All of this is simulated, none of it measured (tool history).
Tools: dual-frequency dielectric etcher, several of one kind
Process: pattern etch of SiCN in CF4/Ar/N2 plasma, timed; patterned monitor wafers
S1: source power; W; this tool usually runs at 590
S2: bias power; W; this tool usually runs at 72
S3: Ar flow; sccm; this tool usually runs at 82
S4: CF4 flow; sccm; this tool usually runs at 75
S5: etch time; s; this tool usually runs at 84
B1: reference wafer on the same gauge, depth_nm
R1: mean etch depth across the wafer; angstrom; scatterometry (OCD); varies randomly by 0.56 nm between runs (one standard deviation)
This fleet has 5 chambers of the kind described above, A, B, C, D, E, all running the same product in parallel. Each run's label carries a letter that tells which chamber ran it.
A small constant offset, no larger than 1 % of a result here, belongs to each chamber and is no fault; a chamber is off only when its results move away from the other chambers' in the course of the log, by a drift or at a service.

run,hour,S1,S2,S3,S4,S5,B1,R1
# hour 0.2: chamber D: CF4 flow controller replaced
1B,11.1,590,72,82,75,84,77.173,958.06
# hour 13.9: chamber C: wet clean of the chamber
2E,22.2,590,72,82,75,84,77.213,941.31
3A,29.1,590,72,82,75,84,77.221,946.38
4C,37.4,590,72,82,75,84,77.285,948.98
5D,49.6,590,72,82,75,84,77.175,958.57
6C,63.4,590,72,82,75,84,77.222,952.17
7A,78.1,590,72,82,75,84,77.159,941.16
8E,88.0,590,72,82,75,84,77.231,956.42
# hour 88.3: chamber A: source power generator calibrated
9D,104.1,590,72,82,75,84,77.304,957.98
10B,116.5,590,72,82,75,84,77.302,953.68
# hour 128.8: chamber A: wet clean of the chamber
11A,132.6,590,72,82,75,84,77.146,945.16
12C,140.0,450,80,82,75,84,77.128,777.33
13E,148.1,450,80,82,75,84,77.249,773.10
14B,155.3,450,80,82,75,84,77.225,779.53
15D,166.1,450,80,82,75,84,77.103,787.52
16C,178.0,450,80,82,75,84,77.175,781.00
17B,188.9,500,78,82,75,84,77.245,845.39
18A,197.8,500,78,82,75,84,77.165,831.39
19D,213.4,500,78,82,75,84,77.089,857.61
20E,222.1,500,78,82,75,84,77.244,828.61
21B,229.8,500,78,82,75,84,77.117,844.12
22C,237.6,590,72,82,75,84,77.241,955.56
# hour 242.9: chamber A: CF4 flow controller replaced
23D,246.9,590,72,82,75,84,77.096,952.09
# hour 252.4: chamber D: wet clean of the chamber
24E,262.7,590,72,82,75,84,77.248,927.06
25A,273.0,590,72,82,75,84,77.230,961.73
26D,283.6,590,72,82,75,84,77.180,970.88
27A,291.9,590,72,82,75,84,77.173,948.26
28E,300.4,590,72,82,75,84,77.275,908.90
# hour 308.9: chamber B: wet clean of the chamber
29C,314.0,590,72,82,75,84,77.123,948.94
30B,326.1,590,72,82,75,84,77.133,956.66
31C,342.0,590,72,82,75,84,77.186,948.53

Next, all 5 chambers run the settings below, one line each with question marks for the results. What does each chamber give?
32A,353.5,690,72,82,75,84,,?
32B,353.5,690,72,82,75,84,,?
32C,353.5,690,72,82,75,84,,?
32D,353.5,690,72,82,75,84,,?
32E,353.5,690,72,82,75,84,,?

run,R1
32A,1091.60
32B,1096.60
32C,1087.60
32D,1096.00
32E,1052.80
